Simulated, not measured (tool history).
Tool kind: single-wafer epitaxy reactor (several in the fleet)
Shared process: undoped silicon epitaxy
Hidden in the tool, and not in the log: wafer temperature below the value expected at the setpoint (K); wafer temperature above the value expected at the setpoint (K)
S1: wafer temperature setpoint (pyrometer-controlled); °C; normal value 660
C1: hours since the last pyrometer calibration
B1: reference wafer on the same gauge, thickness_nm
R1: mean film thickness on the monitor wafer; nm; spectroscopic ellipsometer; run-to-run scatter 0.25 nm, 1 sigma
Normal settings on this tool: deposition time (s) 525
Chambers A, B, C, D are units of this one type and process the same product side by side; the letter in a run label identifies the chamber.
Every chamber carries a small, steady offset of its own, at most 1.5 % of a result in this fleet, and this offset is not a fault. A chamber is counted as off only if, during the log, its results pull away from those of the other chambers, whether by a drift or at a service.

Run 1C, day 0.4: usual settings; C1 979.9; B1 101.01. Result: R1 107.8 nm.
Run 2B, day 0.862: usual settings; C1 1053; B1 100.96. Result: R1 108.6 nm.
Run 3D, day 1.212: usual settings; C1 576.9; B1 100.96. Result: R1 109.03 nm.
Run 4A, day 1.558: usual settings; C1 509.7; B1 100.93. Result: R1 109.49 nm.
Run 5B, day 2.196: usual settings but S1 674 °C, deposition time (s) 466; C1 1085; B1 101.02. Result: R1 129.56 nm.
Run 6C, day 2.65: usual settings but S1 674 °C, deposition time (s) 466; C1 1033.9; B1 101.05. Result: R1 128.43 nm.
Run 7D, day 2.975: usual settings but S1 674 °C, deposition time (s) 466; C1 619.2; B1 101. Result: R1 128.94 nm.
Run 8A, day 3.388: usual settings but S1 674 °C, deposition time (s) 466; C1 553.6; B1 101.04. Result: R1 130.75 nm.
Run 9C, day 3.725: usual settings; C1 1059.7; B1 101.01. Result: R1 107.74 nm.
Run 10A, day 4.258: usual settings but deposition time (s) 455; C1 574.5; B1 101.07. Result: R1 94.593 nm.
Run 11D, day 4.717: usual settings but deposition time (s) 455; C1 661; B1 101. Result: R1 93.974 nm.
Run 12B, day 5.146: usual settings but deposition time (s) 455; C1 1155.8; B1 101. Result: R1 93.837 nm.
Run 13C, day 5.7: usual settings but deposition time (s) 455; C1 1107.1; B1 101.03. Result: R1 93.356 nm.
Run 14B, day 6.204: usual settings; C1 1181.2; B1 101.03. Result: R1 108.6 nm.
Run 15D, day 6.529: usual settings; C1 704.5; B1 101.07. Result: R1 108.39 nm.
Run 16A, day 7.012: usual settings; C1 640.6; B1 101.03. Result: R1 109.15 nm.
Run 17B, day 7.467: usual settings; C1 1211.5; B1 101.01. Result: R1 108.23 nm.
Run 18C, day 7.812: usual settings; C1 1157.8; B1 101. Result: R1 106.63 nm.
Run 19D, day 8.358: usual settings; C1 748.4; B1 101.02. Result: R1 108.46 nm.
Run 20A, day 8.762: usual settings; C1 682.6; B1 100.96. Result: R1 109.59 nm.
Run 21B, day 9.392: usual settings; C1 1257.7; B1 101.05. Result: R1 108.42 nm.
Run 22D, day 9.929: usual settings; C1 786.1; B1 101. Result: R1 108.76 nm.
Run 23C, day 10.5: usual settings; C1 1222.3; B1 100.97. Result: R1 106.66 nm.
Run 24A, day 10.808: usual settings; C1 731.7; B1 100.97. Result: R1 109.4 nm.
Run 25B, day 11.171: usual settings; C1 1300.4; B1 100.97. Result: R1 108.54 nm.
Run 26C, day 11.546: usual settings; C1 1247.4; B1 101.02. Result: R1 105.71 nm.

All chambers now run identical settings, listed one chamber a line with results as question marks. What results will each chamber show?
Run 27A, day 12.004: usual settings. Result: R1 ?.
Run 27B, day 12.004: usual settings. Result: R1 ?.
Run 27C, day 12.004: usual settings. Result: R1 ?.
Run 27D, day 12.004: usual settings. Result: R1 ?.

run      R1
27A  109.38
27B  109.07
27C  106.22
27D  108.44

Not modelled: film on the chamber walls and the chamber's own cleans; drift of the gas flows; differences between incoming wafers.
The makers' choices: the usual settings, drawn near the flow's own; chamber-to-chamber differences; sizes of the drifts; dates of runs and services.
